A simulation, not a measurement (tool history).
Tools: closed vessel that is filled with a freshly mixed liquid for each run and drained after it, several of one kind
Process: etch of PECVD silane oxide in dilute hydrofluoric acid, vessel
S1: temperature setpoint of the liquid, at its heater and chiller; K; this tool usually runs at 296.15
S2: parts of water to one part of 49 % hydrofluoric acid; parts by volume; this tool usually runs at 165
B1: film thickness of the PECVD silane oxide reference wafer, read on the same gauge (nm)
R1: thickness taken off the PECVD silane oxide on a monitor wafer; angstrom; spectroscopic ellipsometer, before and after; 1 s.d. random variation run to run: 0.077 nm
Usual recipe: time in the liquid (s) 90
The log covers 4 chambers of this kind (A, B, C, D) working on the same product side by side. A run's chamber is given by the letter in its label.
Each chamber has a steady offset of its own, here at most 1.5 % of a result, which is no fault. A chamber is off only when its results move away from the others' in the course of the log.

{"run": "1B", "day": 0.125, "S1": 296.15, "S2": 165, "time in the liquid (s)": 90, "B1": 110.01, "R1": 115.46}
{"run": "2D", "day": 0.279, "S1": 296.15, "S2": 165, "time in the liquid (s)": 90, "B1": 110, "R1": 113.59}
{"run": "3C", "day": 0.529, "S1": 296.15, "S2": 165, "time in the liquid (s)": 90, "B1": 110.01, "R1": 114.63}
{"run": "4A", "day": 0.671, "S1": 296.15, "S2": 165, "time in the liquid (s)": 90, "B1": 109.98, "R1": 113.82}
{"run": "5A", "day": 0.788, "S1": 296.15, "S2": 165, "time in the liquid (s)": 90, "B1": 110.02, "R1": 113.96}
{"run": "6B", "day": 0.983, "S1": 296.15, "S2": 165, "time in the liquid (s)": 90, "B1": 109.96, "R1": 114.62}
{"run": "7D", "day": 1.183, "S1": 296.15, "S2": 165, "time in the liquid (s)": 90, "B1": 110, "R1": 113.71}
{"run": "8C", "day": 1.358, "S1": 296.15, "S2": 165, "time in the liquid (s)": 90, "B1": 110.04, "R1": 114.81}
{"run": "9D", "day": 1.479, "S1": 296.15, "S2": 165, "time in the liquid (s)": 90, "B1": 109.99, "R1": 113.5}
{"run": "10C", "day": 1.717, "S1": 296.15, "S2": 165, "time in the liquid (s)": 90, "B1": 109.99, "R1": 113.81}
{"run": "11A", "day": 1.879, "S1": 296.15, "S2": 165, "time in the liquid (s)": 90, "B1": 109.97, "R1": 112.06}
{"run": "12B", "day": 2.108, "S1": 296.15, "S2": 165, "time in the liquid (s)": 90, "B1": 110, "R1": 113.15}
{"run": "13C", "day": 2.275, "S1": 296.15, "S2": 165, "time in the liquid (s)": 90, "B1": 110.01, "R1": 115.19}
{"run": "14A", "day": 2.458, "S1": 296.15, "S2": 165, "time in the liquid (s)": 90, "B1": 109.96, "R1": 112.28}
{"run": "15D", "day": 2.588, "S1": 296.15, "S2": 165, "time in the liquid (s)": 90, "B1": 109.97, "R1": 113.82}
{"run": "16B", "day": 2.7, "S1": 298.65, "S2": 195, "time in the liquid (s)": 90, "B1": 110.01, "R1": 102.16}
{"run": "17C", "day": 2.858, "S1": 298.65, "S2": 195, "time in the liquid (s)": 90, "B1": 109.94, "R1": 101.99}
{"run": "18A", "day": 2.992, "S1": 298.65, "S2": 195, "time in the liquid (s)": 90, "B1": 110.02, "R1": 101.27}
{"run": "19D", "day": 3.167, "S1": 298.65, "S2": 195, "time in the liquid (s)": 90, "B1": 109.98, "R1": 100.9}
{"run": "20B", "day": 3.308, "S1": 296.15, "S2": 225, "time in the liquid (s)": 125, "B1": 109.97, "R1": 108.13}
{"run": "21D", "day": 3.471, "S1": 296.15, "S2": 225, "time in the liquid (s)": 125, "B1": 110.02, "R1": 106.67}
{"run": "22B", "day": 3.679, "S1": 296.15, "S2": 225, "time in the liquid (s)": 125, "B1": 110.01, "R1": 109.31}
{"run": "23C", "day": 3.817, "S1": 296.15, "S2": 225, "time in the liquid (s)": 125, "B1": 110, "R1": 110.04}
{"run": "24A", "day": 3.933, "S1": 296.15, "S2": 165, "time in the liquid (s)": 90, "B1": 110.01, "R1": 112.88}
{"run": "25B", "day": 4.188, "S1": 296.15, "S2": 165, "time in the liquid (s)": 90, "B1": 110.04, "R1": 114.22}
{"run": "26C", "day": 4.304, "S1": 296.15, "S2": 165, "time in the liquid (s)": 90, "B1": 110, "R1": 114.6}
{"run": "27D", "day": 4.492, "S1": 296.15, "S2": 195, "time in the liquid (s)": 130, "B1": 110.02, "R1": 129.71}
{"run": "28A", "day": 4.658, "S1": 296.15, "S2": 195, "time in the liquid (s)": 130, "B1": 109.98, "R1": 132.66}
{"run": "29B", "day": 4.879, "S1": 296.15, "S2": 195, "time in the liquid (s)": 130, "B1": 110, "R1": 135.36}
{"run": "30D", "day": 4.992, "S1": 296.15, "S2": 195, "time in the liquid (s)": 130, "B1": 110.01, "R1": 127.73}
{"run": "31C", "day": 5.225, "S1": 296.15, "S2": 165, "time in the liquid (s)": 90, "B1": 109.98, "R1": 114.48}
{"run": "32A", "day": 5.338, "S1": 296.15, "S2": 165, "time in the liquid (s)": 90, "B1": 109.98, "R1": 111.18}
{"run": "33B", "day": 5.538, "S1": 296.15, "S2": 165, "time in the liquid (s)": 90, "B1": 110.01, "R1": 114.11}
{"run": "34A", "day": 5.7, "S1": 296.15, "S2": 165, "time in the liquid (s)": 90, "B1": 110.03, "R1": 112.82}
{"run": "35C", "day": 5.892, "S1": 296.15, "S2": 165, "time in the liquid (s)": 90, "B1": 109.95, "R1": 114.19}
{"run": "36D", "day": 6.05, "S1": 296.15, "S2": 165, "time in the liquid (s)": 90, "B1": 110.01, "R1": 105.28}
{"run": "37C", "day": 6.238, "S1": 296.15, "S2": 165, "time in the liquid (s)": 90, "B1": 110.02, "R1": 114.71}

Read the log: is a single chamber off, either drifting away or since a service, is the gauge that measures every chamber drifting, or is nothing wrong beyond small per-chamber offsets? Name any odd chamber and what most likely caused it.

Little by little, chamber D moves away from the other chambers.
Most likely cause: liquid colder than its thermometer reads (K) = 2.3.
Not necessarily distinguishable in this log from: hydrofluoric acid flow below the setpoint (%).

Below are 4 candidate recipes for chamber D's next run, each the usual settings with a change, their results shown as question marks. Which of them brings D's results back in line with what the other chambers give on the usual settings?
In-line tolerance around the mean of the other chambers on the usual settings: R1 2.7 angstrom
{"run": "38D-1", "day": 6.421, "S1": 296.15, "S2": 170, "time in the liquid (s)": 85, "R1": "?"}
{"run": "38D-2", "day": 6.421, "S1": 296.15, "S2": 160, "time in the liquid (s)": 95, "R1": "?"}
{"run": "38D-3", "day": 6.421, "S1": 300.15, "S2": 165, "time in the liquid (s)": 90, "R1": "?"}
{"run": "38D-4", "day": 6.421, "S1": 295.65, "S2": 185, "time in the liquid (s)": 90, "R1": "?"}

What the other chambers average on the usual settings: R1 113.92 angstrom
run=38D-1 R1=94.497
run=38D-2 R1=113.48
run=38D-3 R1=120.99
run=38D-4 R1=88.699
38D-2 is the one that brings the chamber's results back in line with the other chambers.
